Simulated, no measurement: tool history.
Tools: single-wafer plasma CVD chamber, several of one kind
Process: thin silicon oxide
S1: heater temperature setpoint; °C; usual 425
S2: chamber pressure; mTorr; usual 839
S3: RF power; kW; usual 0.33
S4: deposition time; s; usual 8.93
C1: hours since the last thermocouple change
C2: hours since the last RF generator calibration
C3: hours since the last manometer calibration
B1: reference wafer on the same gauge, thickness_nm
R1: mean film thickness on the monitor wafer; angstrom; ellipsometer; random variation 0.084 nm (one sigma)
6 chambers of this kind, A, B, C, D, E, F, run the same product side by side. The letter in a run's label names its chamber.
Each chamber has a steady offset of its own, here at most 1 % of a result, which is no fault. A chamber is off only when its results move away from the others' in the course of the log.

| run | hour | S1 | S2 | S3 | S4 | C1 | C2 | C3 | B1 | R1 |
|---|---|---|---|---|---|---|---|---|---|---|
| 1B | 5.7 | 425 | 839 | 0.33 | 8.93 | 71.8 | 2307 | 254.5 | 19.714 | 173.51 |
| 2F | 12.6 | 425 | 839 | 0.33 | 8.93 | 2084.9 | 545 | 55.6 | 19.714 | 175.09 |
| 3D | 22.1 | 425 | 839 | 0.33 | 8.93 | 443.1 | 765.1 | 1649.6 | 19.711 | 174.47 |
| 4C | 27.7 | 425 | 839 | 0.33 | 8.93 | 993.3 | 1471.5 | 1848.2 | 19.697 | 175.81 |
| 5A | 36 | 425 | 839 | 0.33 | 8.93 | 754.6 | 920.1 | 2332.9 | 19.673 | 176.5 |
| 6E | 40.7 | 425 | 839 | 0.33 | 8.93 | 1065.9 | 69.9 | 1206.9 | 19.715 | 175.54 |
| 7F | 48.5 | 425 | 839 | 0.33 | 8.93 | 2120.8 | 580.9 | 91.5 | 19.692 | 173.74 |
| 8A | 53.4 | 425 | 839 | 0.33 | 8.93 | 772 | 937.5 | 2350.3 | 19.715 | 175.93 |
| 9B | 62.2 | 425 | 1006 | 0.33 | 8.93 | 128.3 | 2363.5 | 311 | 19.665 | 200.07 |
| 10E | 67.5 | 425 | 1006 | 0.33 | 8.93 | 1092.7 | 96.7 | 1233.7 | 19.711 | 204.51 |
| 11C | 73.1 | 425 | 1006 | 0.33 | 8.93 | 1038.7 | 1516.9 | 1893.6 | 19.696 | 204.23 |
| 12D | 77.6 | 425 | 1006 | 0.33 | 8.93 | 498.6 | 820.6 | 1705.1 | 19.685 | 202.91 |
| 13D | 86.9 | 425 | 1006 | 0.33 | 8.93 | 507.9 | 829.9 | 1714.4 | 19.693 | 202.43 |
| 14A | 92.3 | 425 | 1006 | 0.33 | 8.93 | 810.9 | 976.4 | 2389.2 | 19.701 | 204.94 |
|  | 92.7 | chamber B: RF generator calibrated |
| 15C | 98.7 | 425 | 839 | 0.33 | 8.93 | 1064.3 | 1542.5 | 1919.2 | 19.688 | 175.01 |
| 16F | 108.9 | 425 | 948 | 0.33 | 8.08 | 2181.2 | 641.3 | 151.9 | 19.687 | 174.53 |
| 17E | 118.4 | 425 | 948 | 0.33 | 8.08 | 1143.6 | 147.6 | 1284.6 | 19.692 | 176.83 |
| 18B | 125.5 | 425 | 948 | 0.33 | 8.08 | 191.6 | 32.9 | 374.3 | 19.689 | 175.36 |
| 19E | 131.7 | 425 | 948 | 0.33 | 8.08 | 1156.9 | 160.9 | 1297.9 | 19.708 | 175.9 |
| 20A | 138.9 | 425 | 948 | 0.33 | 8.08 | 857.5 | 1023 | 2435.8 | 19.717 | 177 |
| 21F | 143.8 | 425 | 948 | 0.33 | 8.08 | 2216.1 | 676.2 | 186.8 | 19.706 | 175.58 |
| 22C | 153.2 | 425 | 839 | 0.33 | 8.93 | 1118.8 | 1597 | 1973.7 | 19.716 | 175.4 |
| 23B | 162.4 | 432 | 727 | 0.33 | 8.93 | 228.5 | 69.8 | 411.2 | 19.698 | 152.34 |
|  | 165.9 | chamber A: capacitance manometer re-zeroed and calibrated |
| 24D | 169.8 | 432 | 727 | 0.33 | 8.93 | 590.8 | 912.8 | 1797.3 | 19.685 | 150.81 |
| 25D | 177.9 | 432 | 727 | 0.33 | 8.93 | 598.9 | 920.9 | 1805.4 | 19.695 | 151.71 |
| 26B | 188.3 | 432 | 727 | 0.33 | 8.93 | 254.4 | 95.7 | 437.1 | 19.725 | 150.85 |
| 27A | 196 | 432 | 727 | 0.33 | 8.93 | 914.6 | 1080.1 | 30.2 | 19.696 | 159.74 |
|  | 204.6 | chamber D: capacitance manometer re-zeroed and calibrated |
| 28E | 205.7 | 432 | 727 | 0.33 | 8.93 | 1230.9 | 234.9 | 1371.9 | 19.677 | 151.6 |
| 29C | 213.1 | 425 | 839 | 0.33 | 8.93 | 1178.7 | 1656.9 | 2033.6 | 19.68 | 175.02 |
| 30F | 219.9 | 425 | 839 | 0.33 | 8.93 | 2292.2 | 752.3 | 262.9 | 19.693 | 174.43 |
| 31D | 230.1 | 425 | 839 | 0.33 | 8.93 | 651.1 | 973.1 | 25.6 | 19.708 | 174.43 |
| 32B | 236.4 | 425 | 839 | 0.33 | 8.93 | 302.5 | 143.8 | 485.2 | 19.701 | 173.87 |
| 33F | 244.2 | 425 | 839 | 0.33 | 8.93 | 2316.5 | 776.6 | 287.2 | 19.687 | 173.01 |
| 34E | 252.7 | 425 | 839 | 0.33 | 8.93 | 1277.9 | 281.9 | 1418.9 | 19.703 | 175.18 |
| 35C | 261.9 | 425 | 839 | 0.33 | 8.93 | 1227.5 | 1705.7 | 2082.4 | 19.68 | 175.22 |
| 36A | 272.4 | 425 | 687 | 0.33 | 9.92 | 991 | 1156.5 | 106.6 | 19.694 | 168.12 |
| 37E | 282.1 | 425 | 687 | 0.33 | 9.92 | 1307.3 | 311.3 | 1448.3 | 19.715 | 159.1 |
| 38C | 290.7 | 425 | 687 | 0.33 | 9.92 | 1256.3 | 1734.5 | 2111.2 | 19.689 | 160.97 |
| 39F | 299.9 | 425 | 687 | 0.33 | 9.92 | 2372.2 | 832.3 | 342.9 | 19.679 | 157.98 |

Next, every chamber runs the same settings. What will each give?
| 40A | 307.5 | 425 | 839 | 0.33 | 8.93 |  |  |  |  | ? |
| 40B | 307.5 | 425 | 839 | 0.33 | 8.93 |  |  |  |  | ? |
| 40C | 307.5 | 425 | 839 | 0.33 | 8.93 |  |  |  |  | ? |
| 40D | 307.5 | 425 | 839 | 0.33 | 8.93 |  |  |  |  | ? |
| 40E | 307.5 | 425 | 839 | 0.33 | 8.93 |  |  |  |  | ? |
| 40F | 307.5 | 425 | 839 | 0.33 | 8.93 |  |  |  |  | ? |

| run | R1 |
|---|---|
| 40A | 183.27 |
| 40B | 173.61 |
| 40C | 175.72 |
| 40D | 173.43 |
| 40E | 173.86 |
| 40F | 173.75 |
